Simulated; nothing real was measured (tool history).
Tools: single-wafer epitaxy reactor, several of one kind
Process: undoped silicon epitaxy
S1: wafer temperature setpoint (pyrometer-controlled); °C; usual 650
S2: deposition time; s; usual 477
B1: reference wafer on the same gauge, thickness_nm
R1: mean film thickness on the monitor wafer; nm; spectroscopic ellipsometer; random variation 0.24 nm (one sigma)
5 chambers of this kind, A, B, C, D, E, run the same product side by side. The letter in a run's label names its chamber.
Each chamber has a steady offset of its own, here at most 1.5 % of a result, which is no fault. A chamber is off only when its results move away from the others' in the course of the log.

Run 1E, hour 5.3: usual settings; B1 91.929. Result: R1 80.888 nm.
At hour 11.6: chamber C: pyrometer calibrated.
Run 2B, hour 13.2: usual settings; B1 91.964. Result: R1 80.964 nm.
Run 3A, hour 20.8: usual settings; B1 91.884. Result: R1 79.731 nm.
Run 4D, hour 31.8: usual settings; B1 91.948. Result: R1 80.464 nm.
Run 5C, hour 37.2: usual settings; B1 91.921. Result: R1 80.494 nm.
Run 6D, hour 45.9: usual settings; B1 91.989. Result: R1 80.243 nm.
Run 7A, hour 56.7: usual settings; B1 91.914. Result: R1 79.981 nm.
Run 8E, hour 67.4: usual settings; B1 91.838. Result: R1 81.158 nm.
Run 9B, hour 74.1: usual settings; B1 91.871. Result: R1 81.321 nm.
Run 10C, hour 84.5: usual settings; B1 91.861. Result: R1 80.61 nm.
Run 11C, hour 94.1: usual settings; B1 91.929. Result: R1 80.741 nm.
Run 12E, hour 106.2: usual settings; B1 91.915. Result: R1 80.952 nm.
Run 13B, hour 112.8: usual settings; B1 91.908. Result: R1 81.339 nm.
Run 14D, hour 123.4: usual settings; B1 91.881. Result: R1 80.886 nm.
Run 15A, hour 135.4: usual settings but S1 636 °C, S2 511 s; B1 91.869. Result: R1 62.904 nm.
Run 16A, hour 146.1: usual settings but S1 636 °C, S2 511 s; B1 91.922. Result: R1 63.127 nm.
Run 17B, hour 151.6: usual settings but S1 636 °C, S2 511 s; B1 91.823. Result: R1 64.026 nm.
Run 18C, hour 156.8: usual settings but S1 636 °C, S2 511 s; B1 91.822. Result: R1 63.363 nm.
Run 19E, hour 167.7: usual settings but S1 636 °C, S2 511 s; B1 91.894. Result: R1 63.363 nm.
Run 20D, hour 173.5: usual settings but S1 642 °C; B1 91.955. Result: R1 67.445 nm.
Run 21A, hour 178.9: usual settings but S1 642 °C; B1 91.943. Result: R1 66.848 nm.
Run 22B, hour 188.3: usual settings but S1 642 °C; B1 91.845. Result: R1 68.077 nm.
Run 23C, hour 195.1: usual settings but S1 642 °C; B1 91.935. Result: R1 67.575 nm.
Run 24E, hour 203.1: usual settings but S1 642 °C; B1 91.936. Result: R1 67.966 nm.
Run 25D, hour 211.9: usual settings but S2 569 s; B1 91.916. Result: R1 95.638 nm.
Run 26B, hour 217.2: usual settings but S2 569 s; B1 91.838. Result: R1 96.567 nm.
Run 27A, hour 227: usual settings but S2 569 s; B1 91.862. Result: R1 95.792 nm.
Run 28E, hour 237.7: usual settings but S2 569 s; B1 91.855. Result: R1 96.125 nm.
Run 29D, hour 249.3: usual settings but S2 569 s; B1 91.803. Result: R1 96.393 nm.
Run 30C, hour 258.8: usual settings but S1 639 °C, S2 402 s; B1 91.905. Result: R1 53.187 nm.
Run 31C, hour 266: usual settings but S1 639 °C, S2 402 s; B1 91.925. Result: R1 53.366 nm.
Run 32A, hour 272.3: usual settings but S1 639 °C, S2 402 s; B1 91.936. Result: R1 53.011 nm.
Run 33E, hour 281.2: usual settings but S1 639 °C, S2 402 s; B1 91.842. Result: R1 53.121 nm.

Is one chamber off against the others, does the gauge drift, or is nothing wrong? If a chamber is off, say which, and what the likeliest cause is.

No chamber stands off beyond its own small offset, and the gauge holds steady.
